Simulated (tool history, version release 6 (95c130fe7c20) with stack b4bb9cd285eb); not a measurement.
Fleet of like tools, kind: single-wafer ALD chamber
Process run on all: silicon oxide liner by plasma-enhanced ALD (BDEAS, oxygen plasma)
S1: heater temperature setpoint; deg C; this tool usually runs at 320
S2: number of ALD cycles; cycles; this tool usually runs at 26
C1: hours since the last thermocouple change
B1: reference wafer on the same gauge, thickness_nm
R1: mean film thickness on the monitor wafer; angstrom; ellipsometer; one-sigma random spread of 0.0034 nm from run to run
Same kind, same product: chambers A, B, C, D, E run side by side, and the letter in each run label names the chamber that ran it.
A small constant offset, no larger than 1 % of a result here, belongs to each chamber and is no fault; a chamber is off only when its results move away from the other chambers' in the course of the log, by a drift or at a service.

run 1E hour=13.5 | S1=320 S2=26 | C1=918.2 | B1=2.0100 | R1=23.304
run 2C hour=23.6 | S1=320 S2=26 | C1=1854.1 | B1=2.0106 | R1=23.668
run 3A hour=31.0 | S1=320 S2=26 | C1=1519.8 | B1=2.0099 | R1=23.586
run 4B hour=42.5 | S1=320 S2=26 | C1=1183.3 | B1=2.0108 | R1=23.727
run 5D hour=56.5 | S1=320 S2=26 | C1=2439.4 | B1=2.0116 | R1=23.684
run 6C hour=66.0 | S1=320 S2=26 | C1=1896.5 | B1=2.0126 | R1=23.696
run 7E hour=78.7 | S1=312 S2=26 | C1=983.4 | B1=2.0125 | R1=23.613
run 8B hour=88.5 | S1=312 S2=26 | C1=1229.3 | B1=2.0132 | R1=24.038
run 9D hour=100.5 | S1=312 S2=26 | C1=2483.4 | B1=2.0122 | R1=24.047
run 10A hour=107.5 | S1=312 S2=26 | C1=1596.3 | B1=2.0132 | R1=23.822
run 11B hour=117.0 | S1=312 S2=26 | C1=1257.8 | B1=2.0138 | R1=23.990
run 12A hour=126.6 | S1=320 S2=26 | C1=1615.4 | B1=2.0145 | R1=23.555
run 13D hour=136.9 | S1=320 S2=26 | C1=2519.8 | B1=2.0149 | R1=23.781
run 14C hour=143.4 | S1=320 S2=26 | C1=1973.9 | B1=2.0146 | R1=23.671
run 15E hour=153.2 | S1=320 S2=26 | C1=1057.9 | B1=2.0146 | R1=23.370
run 16B hour=164.0 | S1=320 S2=26 | C1=1304.8 | B1=2.0152 | R1=23.749
run 17C hour=175.0 | S1=320 S2=26 | C1=2005.5 | B1=2.0159 | R1=23.780
run 18D hour=183.3 | S1=320 S2=26 | C1=2566.2 | B1=2.0159 | R1=23.741
run 19A hour=190.6 | S1=334 S2=22 | C1=1679.4 | B1=2.0157 | R1=19.525
run 20E hour=203.9 | S1=334 S2=22 | C1=1108.6 | B1=2.0164 | R1=19.410
-- hour=209.4 chamber B: thermocouple changed; heater temperature recalibrated
run 21A hour=216.6 | S1=334 S2=22 | C1=1705.4 | B1=2.0166 | R1=19.581
run 22B hour=225.6 | S1=334 S2=22 | C1=16.2 | B1=2.0169 | R1=19.724
run 23C hour=238.6 | S1=334 S2=22 | C1=2069.1 | B1=2.0177 | R1=19.655
run 24E hour=246.0 | S1=320 S2=26 | C1=1150.7 | B1=2.0186 | R1=23.428
run 25D hour=260.2 | S1=320 S2=26 | C1=2643.1 | B1=2.0187 | R1=23.741
run 26E hour=273.0 | S1=320 S2=26 | C1=1177.7 | B1=2.0183 | R1=23.396
run 27B hour=287.0 | S1=320 S2=26 | C1=77.6 | B1=2.0185 | R1=23.828
run 28C hour=294.8 | S1=320 S2=26 | C1=2125.3 | B1=2.0192 | R1=23.728
run 29D hour=307.9 | S1=320 S2=26 | C1=2690.8 | B1=2.0206 | R1=23.858
run 30A hour=320.6 | S1=320 S2=26 | C1=1809.4 | B1=2.0197 | R1=23.640
run 31B hour=332.9 | S1=320 S2=26 | C1=123.5 | B1=2.0208 | R1=23.797
run 32D hour=340.7 | S1=320 S2=26 | C1=2723.6 | B1=2.0216 | R1=23.789
run 33E hour=352.8 | S1=320 S2=26 | C1=1257.5 | B1=2.0214 | R1=23.424
run 34C hour=365.1 | S1=320 S2=26 | C1=2195.6 | B1=2.0217 | R1=23.786

Read the log: is a single chamber off, either drifting away or since a service, is the gauge that measures every chamber drifting, or is nothing wrong beyond small per-chamber offsets? Name any odd chamber and what most likely caused it.

It is the gauge, not a chamber: its drift shows up in every chamber's results at once, and no chamber is off.
What lies behind it: gauge reads high (%) = 0.598.

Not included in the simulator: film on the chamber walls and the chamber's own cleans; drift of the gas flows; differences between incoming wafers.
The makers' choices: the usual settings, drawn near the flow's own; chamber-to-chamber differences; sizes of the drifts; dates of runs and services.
